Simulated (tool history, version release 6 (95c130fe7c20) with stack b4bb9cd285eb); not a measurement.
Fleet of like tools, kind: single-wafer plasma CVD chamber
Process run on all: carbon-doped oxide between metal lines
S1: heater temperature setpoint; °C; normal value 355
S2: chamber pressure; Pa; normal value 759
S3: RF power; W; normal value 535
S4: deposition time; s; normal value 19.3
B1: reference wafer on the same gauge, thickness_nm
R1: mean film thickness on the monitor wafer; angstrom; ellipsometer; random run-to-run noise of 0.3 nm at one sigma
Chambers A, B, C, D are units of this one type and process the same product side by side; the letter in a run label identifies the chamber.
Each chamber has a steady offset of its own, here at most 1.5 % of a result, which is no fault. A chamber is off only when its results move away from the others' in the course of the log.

{"run": "1A", "hour": 7.5, "S1": 355, "S2": 759, "S3": 535, "S4": 19.3, "B1": 117.97, "R1": 1047}
{"run": "2B", "hour": 13.4, "S1": 355, "S2": 759, "S3": 535, "S4": 19.3, "B1": 117.98, "R1": 1030}
{"run": "3D", "hour": 16.7, "S1": 355, "S2": 759, "S3": 535, "S4": 19.3, "B1": 118.11, "R1": 1039.3}
{"run": "4C", "hour": 22.3, "S1": 355, "S2": 759, "S3": 535, "S4": 19.3, "B1": 118, "R1": 1035.3}
{"run": "5A", "hour": 25.9, "S1": 355, "S2": 759, "S3": 535, "S4": 19.3, "B1": 118.04, "R1": 1043.4}
{"run": "6B", "hour": 32.8, "S1": 355, "S2": 759, "S3": 535, "S4": 19.3, "B1": 117.97, "R1": 1027}
{"run": "7C", "hour": 36.4, "S1": 355, "S2": 759, "S3": 535, "S4": 19.3, "B1": 117.97, "R1": 1034.9}
{"run": "8D", "hour": 39.7, "S1": 348, "S2": 577, "S3": 535, "S4": 19.3, "B1": 118, "R1": 1025.5}
{"run": "9C", "hour": 46.1, "S1": 348, "S2": 577, "S3": 535, "S4": 19.3, "B1": 118.11, "R1": 1016.7}
{"run": "10A", "hour": 53.8, "S1": 348, "S2": 577, "S3": 535, "S4": 19.3, "B1": 118.06, "R1": 1032.8}
{"run": "11B", "hour": 59.6, "S1": 348, "S2": 577, "S3": 535, "S4": 19.3, "B1": 118, "R1": 1016.9}
{"run": "12D", "hour": 66.5, "S1": 355, "S2": 759, "S3": 535, "S4": 19.3, "B1": 118.09, "R1": 1036.7}
{"run": "13C", "hour": 72.3, "S1": 355, "S2": 759, "S3": 535, "S4": 15.8, "B1": 118.06, "R1": 850.18}
{"run": "14D", "hour": 76.7, "S1": 355, "S2": 759, "S3": 535, "S4": 15.8, "B1": 118, "R1": 854.18}
{"run": "15A", "hour": 81.2, "S1": 355, "S2": 759, "S3": 535, "S4": 15.8, "B1": 118.01, "R1": 854.09}
{"run": "16B", "hour": 85.1, "S1": 355, "S2": 759, "S3": 535, "S4": 15.8, "B1": 118.05, "R1": 848.87}
{"run": "17D", "hour": 89.3, "S1": 369, "S2": 759, "S3": 535, "S4": 19.3, "B1": 118.03, "R1": 1003.1}
{"run": "18C", "hour": 96.5, "S1": 369, "S2": 759, "S3": 535, "S4": 19.3, "B1": 118.06, "R1": 998.22}
{"run": "19B", "hour": 102.3, "S1": 369, "S2": 759, "S3": 535, "S4": 19.3, "B1": 117.97, "R1": 989.94}
{"run": "20A", "hour": 106.5, "S1": 369, "S2": 759, "S3": 535, "S4": 19.3, "B1": 118, "R1": 1005.1}
{"run": "21B", "hour": 112.5, "S1": 355, "S2": 759, "S3": 535, "S4": 19.3, "B1": 117.93, "R1": 1030.1}
{"run": "22D", "hour": 119.5, "S1": 355, "S2": 759, "S3": 535, "S4": 19.3, "B1": 117.96, "R1": 1041.4}
{"run": "23A", "hour": 127.0, "S1": 355, "S2": 759, "S3": 535, "S4": 19.3, "B1": 118.02, "R1": 1045.6}
{"run": "24C", "hour": 133.0, "S1": 355, "S2": 759, "S3": 535, "S4": 19.3, "B1": 118.05, "R1": 1034.8}
{"run": "25B", "hour": 138.0, "S1": 355, "S2": 759, "S3": 535, "S4": 19.3, "B1": 117.98, "R1": 1030.8}
{"run": "26C", "hour": 144.7, "S1": 355, "S2": 759, "S3": 535, "S4": 19.3, "B1": 118.01, "R1": 1038.3}
{"run": "27D", "hour": 149.2, "S1": 355, "S2": 759, "S3": 535, "S4": 19.3, "B1": 117.9, "R1": 1040.1}
{"run": "28A", "hour": 154.5, "S1": 355, "S2": 759, "S3": 535, "S4": 19.3, "B1": 118.07, "R1": 1038.5}
{"run": "29B", "hour": 161.6, "S1": 355, "S2": 759, "S3": 535, "S4": 19.3, "B1": 118.01, "R1": 1023}
{"run": "30D", "hour": 169.1, "S1": 355, "S2": 759, "S3": 535, "S4": 19.3, "B1": 117.98, "R1": 1041.7}
{"run": "31C", "hour": 175.6, "S1": 355, "S2": 759, "S3": 615, "S4": 19.3, "B1": 117.98, "R1": 1124.9}
{"run": "32A", "hour": 182.1, "S1": 355, "S2": 759, "S3": 615, "S4": 19.3, "B1": 118.04, "R1": 1143}
{"run": "33C", "hour": 188.4, "S1": 355, "S2": 759, "S3": 615, "S4": 19.3, "B1": 117.97, "R1": 1124.8}

Which is it: a chamber that has drifted or been left off by a service, a gauge drift common to all chambers, or only each chamber's usual small offset? If a chamber is off, name it and its likeliest cause.

Nothing is wrong: each chamber keeps only its own small, steady offset and the gauge holds still.
